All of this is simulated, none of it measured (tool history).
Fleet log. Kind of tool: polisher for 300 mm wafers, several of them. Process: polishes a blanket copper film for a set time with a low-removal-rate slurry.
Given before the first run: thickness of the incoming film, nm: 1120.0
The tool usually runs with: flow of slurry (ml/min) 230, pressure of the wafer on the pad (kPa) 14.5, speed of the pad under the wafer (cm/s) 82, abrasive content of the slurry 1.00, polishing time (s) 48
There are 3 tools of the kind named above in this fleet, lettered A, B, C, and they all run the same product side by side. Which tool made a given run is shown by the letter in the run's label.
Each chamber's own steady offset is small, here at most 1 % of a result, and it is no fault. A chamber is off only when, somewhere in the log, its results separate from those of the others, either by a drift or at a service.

run	hour	flow of slurry (ml/min)	pressure of the wafer on the pad (kPa)	speed of the pad under the wafer (cm/s)	abrasive content of the slurry	polishing time (s)	film removed (angstrom)
1A	10.6	230	14.5	82	1.00	48	740.00
2C	18.4	230	14.5	82	1.00	48	737.12
3B	30.1	230	14.5	82	1.00	48	713.61
4C	42.0	230	14.5	82	1.00	48	741.49
5A	48.8	230	14.5	82	1.00	48	736.50
6B	56.8	230	14.5	82	1.00	48	717.81
# hour 63.1: chamber C: slurry nozzle cleaned
7C	67.0	230	14.5	82	1.00	48	720.77
# hour 80.6: chamber A: worn pad replaced by a new one
# hour 81.0: chamber C: worn pad replaced by a new one
8B	81.0	230	14.5	82	1.00	48	725.79
9A	93.9	230	14.5	82	1.00	48	741.13
10B	103.1	230	14.5	82	1.00	48	738.84
# hour 105.9: chamber A: head pressure recalibrated
11A	110.5	230	14.5	82	0.90	48	725.41
12C	119.0	230	14.5	82	0.90	48	714.55
13B	131.0	230	14.5	82	0.90	48	714.47
14A	138.6	280	18.6	82	1.00	48	953.25
15C	146.9	280	18.6	82	1.00	48	969.45
# hour 147.2: chamber A: slurry blender recalibrated
16A	157.6	280	18.6	82	1.00	48	961.52
17C	166.2	230	14.5	102	1.00	34	636.59
18B	174.5	230	14.5	102	1.00	34	632.96
19C	182.1	230	14.5	102	1.00	34	660.96
20B	192.0	230	14.5	82	1.00	48	719.55
# hour 193.9: chamber A: worn pad replaced by a new one
21A	201.8	230	14.5	82	1.00	48	742.78
# hour 206.2: chamber C: worn pad replaced by a new one
22B	213.9	230	14.5	82	1.00	48	705.61
# hour 222.0: chamber A: slurry nozzle cleaned
23A	222.8	230	14.5	82	1.00	48	744.37
24C	234.8	230	14.5	82	1.00	48	734.79
25C	246.2	230	14.5	82	1.00	48	745.39
# hour 249.9: chamber B: slurry blender recalibrated
26B	261.2	230	14.5	82	1.00	48	684.74
27A	273.4	230	14.5	82	1.00	48	739.54
28A	285.6	230	14.5	82	1.00	48	758.40
# hour 294.8: chamber A: worn pad replaced by a new one
29C	295.5	230	14.5	82	1.00	48	728.20
30B	306.4	230	14.5	82	1.00	48	697.53
31B	315.1	230	14.5	82	0.75	38	521.68
# hour 318.4: chamber A: slurry blender recalibrated
32A	329.2	230	14.5	82	0.75	38	544.46
# hour 333.1: chamber C: head pressure recalibrated
33C	339.1	230	14.5	82	0.75	38	552.44
# hour 339.6: chamber C: slurry blender recalibrated
34C	346.2	230	14.5	82	1.00	48	740.20
35B	353.4	185	14.5	82	1.00	63	851.75
# hour 357.2: chamber C: worn pad replaced by a new one
36A	367.5	185	14.5	82	1.00	63	936.96
37B	378.5	185	14.5	82	1.00	63	845.04
# hour 392.3: chamber A: worn pad replaced by a new one
38A	393.9	230	14.5	82	1.00	48	744.30
39C	404.0	230	14.5	82	1.00	48	737.74

Predict what each chamber gives when all 3 of them run the settings below next.
40A	415.0	230	14.5	82	1.00	48	?
40B	415.0	230	14.5	82	1.00	48	?
40C	415.0	230	14.5	82	1.00	48	?

run	film removed (angstrom)
40A	730.40
40B	663.62
40C	724.15
